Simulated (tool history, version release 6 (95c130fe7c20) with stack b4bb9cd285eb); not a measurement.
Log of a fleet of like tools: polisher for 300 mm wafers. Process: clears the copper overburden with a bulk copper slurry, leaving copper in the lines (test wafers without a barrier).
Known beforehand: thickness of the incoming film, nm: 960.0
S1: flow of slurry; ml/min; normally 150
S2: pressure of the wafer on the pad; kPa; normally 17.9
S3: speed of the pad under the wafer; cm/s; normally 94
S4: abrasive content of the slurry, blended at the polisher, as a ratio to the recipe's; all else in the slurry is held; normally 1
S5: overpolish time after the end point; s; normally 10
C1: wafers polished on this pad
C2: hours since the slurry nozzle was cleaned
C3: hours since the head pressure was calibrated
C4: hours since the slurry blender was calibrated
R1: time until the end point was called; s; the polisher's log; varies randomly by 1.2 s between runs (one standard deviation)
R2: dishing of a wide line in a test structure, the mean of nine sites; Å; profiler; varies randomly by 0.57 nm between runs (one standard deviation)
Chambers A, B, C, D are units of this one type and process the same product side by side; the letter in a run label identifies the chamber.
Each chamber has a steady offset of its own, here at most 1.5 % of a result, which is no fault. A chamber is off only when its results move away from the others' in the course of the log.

run	hour	S1	S2	S3	S4	S5	C1	C2	C3	C4	R1	R2
# hour 2.0: chamber D: slurry blender recalibrated
1A	8.1	150	17.9	94	1	10	472	250.9	898.2	424.0	107.940	561.49
# hour 15.8: chamber B: slurry blender recalibrated
2D	20.2	150	17.9	94	1	10	118	363.7	712.4	18.3	106.800	547.31
3B	32.1	150	17.9	94	1	10	813	297.5	434.6	16.4	105.620	552.46
# hour 36.3: chamber B: worn pad replaced by a new one
# hour 43.5: chamber A: slurry blender recalibrated
4C	44.4	150	17.9	94	1	10	559	640.5	93.9	325.1	107.480	558.62
5A	55.7	150	17.9	94	1	10	707	298.5	945.8	12.3	105.330	562.03
# hour 64.8: chamber C: worn pad replaced by a new one
6D	66.2	150	17.9	94	1	10	345	409.7	758.4	64.3	107.140	554.20
7B	71.7	115	17.9	94	1	12	174	337.1	474.2	56.0	112.190	606.05
# hour 73.2: chamber C: slurry blender recalibrated
8C	83.2	115	17.9	94	1	12	91	679.3	132.7	10.1	110.370	622.42
9A	88.9	115	17.9	94	1	12	871	331.7	979.0	45.5	113.520	609.20
10C	96.0	115	17.9	94	1	12	154	692.1	145.5	22.9	111.220	609.49
11B	104.3	150	17.9	94	1	10	335	369.7	506.8	88.6	106.430	550.61
# hour 104.4: chamber D: worn pad replaced by a new one
12D	113.4	150	17.9	94	1	10	44	456.9	805.6	111.5	106.840	560.11
13A	123.5	150	17.9	94	1	10	1041	366.3	1013.6	80.1	106.300	565.44
14D	131.1	150	17.9	94	1	10	132	474.6	823.3	129.2	105.570	547.02
# hour 138.7: chamber D: head pressure recalibrated
15B	140.7	150	17.9	94	1	10	514	406.1	543.2	125.0	106.350	557.24
# hour 142.1: chamber C: slurry nozzle cleaned
16C	147.8	150	17.9	94	1	10	409	5.7	197.3	74.7	105.560	551.32
17A	159.8	150	17.9	94	1	10	1220	402.6	1049.9	116.4	108.270	558.20
18C	168.6	150	17.9	94	1	10	512	26.5	218.1	95.5	105.590	555.69
# hour 169.6: chamber D: slurry nozzle cleaned
19D	176.8	150	17.9	94	1	10	357	7.2	38.1	174.9	107.440	558.48
# hour 183.1: chamber D: slurry blender recalibrated
20B	184.9	150	17.9	94	1	10	732	450.3	587.4	169.2	107.540	555.64
21D	192.7	150	17.9	94	1	10	435	23.1	54.0	9.7	106.000	561.68
22A	198.2	125	17.9	94	1	13	1410	441.0	1088.3	154.8	111.070	658.61
23C	205.1	125	17.9	94	1	13	692	63.0	254.6	132.0	110.930	655.98
# hour 206.8: chamber B: worn pad replaced by a new one
24B	211.1	125	17.9	94	1	13	21	476.5	613.6	195.4	110.440	664.95
# hour 216.4: chamber C: worn pad replaced by a new one
25D	217.1	125	17.9	94	1	13	556	47.5	78.4	34.1	110.180	649.01
# hour 224.3: chamber B: slurry blender recalibrated
26C	227.7	150	17.9	94	1	10	56	85.6	277.2	154.6	106.950	556.71
# hour 231.7: chamber D: worn pad replaced by a new one
# hour 232.1: chamber A: worn pad replaced by a new one
27A	239.0	150	17.9	94	1	10	34	481.8	1129.1	195.6	106.590	555.48
28B	246.8	150	17.9	94	1	10	197	512.2	649.3	22.6	106.270	554.35
29B	256.8	150	17.9	94	1	10	246	522.2	659.3	32.6	105.810	555.95
30D	264.8	150	17.9	94	1	10	163	95.2	126.1	81.8	109.260	549.78
# hour 266.0: chamber A: slurry nozzle cleaned
31C	273.7	150	17.9	94	1	10	283	131.6	323.2	200.6	106.440	552.17
32A	280.8	150	17.9	94	1	10	240	14.8	1170.9	237.4	108.700	565.90
33B	290.9	150	17.9	94	1	10	415	556.3	693.4	66.7	106.380	556.97
34D	299.5	150	17.9	94	1	10	334	129.9	160.8	116.5	107.220	558.45
# hour 302.5: chamber B: head pressure recalibrated
35A	308.1	150	17.9	94	1	10	374	42.1	1198.2	264.7	108.430	552.97
36C	314.6	150	17.9	94	1	10	484	172.5	364.1	241.5	106.310	562.43
37B	326.7	150	17.9	94	1	10	591	592.1	24.2	102.5	108.680	552.19

What goes on in this fleet: one chamber off, a drifting gauge, or nothing beyond the chambers' own small offsets? Name the chamber and the cause, if any.

Beyond each chamber's small constant offset nothing stands out, and the gauge stays steady.
